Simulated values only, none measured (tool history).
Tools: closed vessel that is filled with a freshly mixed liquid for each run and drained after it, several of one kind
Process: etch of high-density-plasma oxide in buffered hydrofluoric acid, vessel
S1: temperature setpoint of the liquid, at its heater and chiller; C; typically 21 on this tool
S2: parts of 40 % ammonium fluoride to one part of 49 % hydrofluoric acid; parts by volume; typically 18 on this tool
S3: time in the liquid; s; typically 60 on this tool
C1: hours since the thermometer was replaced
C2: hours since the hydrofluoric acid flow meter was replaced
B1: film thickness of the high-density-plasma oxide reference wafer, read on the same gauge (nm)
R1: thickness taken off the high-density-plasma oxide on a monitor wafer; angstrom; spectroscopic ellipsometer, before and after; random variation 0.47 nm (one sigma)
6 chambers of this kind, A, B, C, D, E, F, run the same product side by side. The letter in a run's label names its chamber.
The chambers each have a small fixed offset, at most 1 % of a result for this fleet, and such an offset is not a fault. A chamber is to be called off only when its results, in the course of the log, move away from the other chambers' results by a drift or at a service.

run,hour,S1,S2,S3,C1,C2,B1,R1
1F,8.2,21,18,60,2937.4,682.4,99.971,592.94
2D,19.3,21,18,60,1538.2,293.6,99.970,596.56
3C,30.9,21,18,60,1998.6,403.8,99.963,587.93
# hour 38.3: chamber C: hydrofluoric acid flow meter replaced
4A,40.5,21,18,60,556.7,1467.6,99.994,590.32
5E,47.9,21,18,60,418.0,341.7,99.972,587.92
6B,59.5,21,18,60,724.4,224.1,99.980,590.83
7E,66.2,21,18,60,436.3,360.0,100.010,590.74
8F,74.3,21,18,60,3003.5,748.5,100.030,583.75
9B,87.0,21,18,60,751.9,251.6,100.000,586.44
10A,96.2,21,18,60,612.4,1523.3,99.966,598.78
11C,103.9,21,18,60,2071.6,65.6,99.954,595.68
12D,116.4,21,18,60,1635.3,390.7,99.973,591.82
13B,124.5,17,18,30,789.4,289.1,99.997,233.83
# hour 135.6: chamber F: thermometer replaced
14D,137.0,17,18,30,1655.9,411.3,99.982,236.60
15F,147.0,17,18,30,11.5,821.2,100.000,236.99
# hour 148.6: chamber E: thermometer replaced
16A,152.8,17,18,30,669.0,1579.9,100.020,238.10
17E,161.6,17,18,30,13.0,455.4,99.964,237.55
18C,173.2,17,18,30,2140.9,134.9,100.020,239.09
19E,179.8,21,18,60,31.2,473.6,100.020,582.97
20D,186.3,21,18,60,1705.2,460.6,99.954,603.85
21B,193.6,21,18,60,858.5,358.2,100.040,587.31
22A,200.4,21,18,60,716.6,1627.5,100.010,596.74
23C,207.8,21,18,60,2175.5,169.5,100.030,591.87
24F,216.2,21,18,60,80.7,890.4,100.000,595.29
25A,229.3,21,18,60,745.5,1656.4,99.950,591.64
# hour 232.8: chamber E: hydrofluoric acid flow meter replaced
26E,236.3,21,18,60,87.7,3.5,100.010,594.75
27F,243.4,21,18,60,107.9,917.6,99.997,587.72
28C,250.9,21,23,60,2218.6,212.6,99.979,482.43
29B,257.5,21,23,60,922.4,422.1,99.987,484.99
# hour 259.8: chamber B: hydrofluoric acid flow meter replaced
30D,265.9,21,23,60,1784.8,540.2,99.988,492.93
31E,271.7,21,23,60,123.1,38.9,100.020,483.70
32C,283.9,21,23,60,2251.6,245.6,99.966,489.77
33B,296.0,21,23,60,960.9,36.2,99.981,474.46
34A,306.6,21,18,60,822.8,1733.7,100.000,595.40
35D,312.8,21,18,60,1831.7,587.1,99.969,639.37
36F,323.7,21,18,85,188.2,997.9,99.992,838.87
37A,334.5,21,18,85,850.7,1761.6,100.010,848.08
38D,345.4,21,18,85,1864.3,619.7,100.020,901.41
39E,352.1,21,18,85,203.5,119.3,100.050,821.83

What goes on in this fleet: one chamber off, a drifting gauge, or nothing beyond the chambers' own small offsets? Name the chamber and the cause, if any.

It is chamber D that slowly wanders off from its peers.
Likeliest cause: hydrofluoric acid flow above the setpoint (%) = 8.32.
The log might look much the same if the cause were instead: liquid hotter than its thermometer reads (K).

Here are 4 candidates for chamber D's next run, each the usual settings with a change, their results left as question marks. Which one brings its results back in line with what the others give on the usual settings?
In-line tolerance around the mean of the other chambers on the usual settings: R1 17.00 angstrom
40D-1,361.6,21.0,19.5,60,,,,?
40D-2,361.6,20.5,18.0,60,,,,?
40D-3,361.6,21.0,17.5,60,,,,?
40D-4,361.6,21.5,17.0,60,,,,?

The mean the other chambers reach with the usual settings: R1 589.67 angstrom
run,R1
40D-1,590.19
40D-2,621.74
40D-3,657.59
40D-4,696.00
Change 40D-1 lands the chamber within the allowed miss of the other chambers.

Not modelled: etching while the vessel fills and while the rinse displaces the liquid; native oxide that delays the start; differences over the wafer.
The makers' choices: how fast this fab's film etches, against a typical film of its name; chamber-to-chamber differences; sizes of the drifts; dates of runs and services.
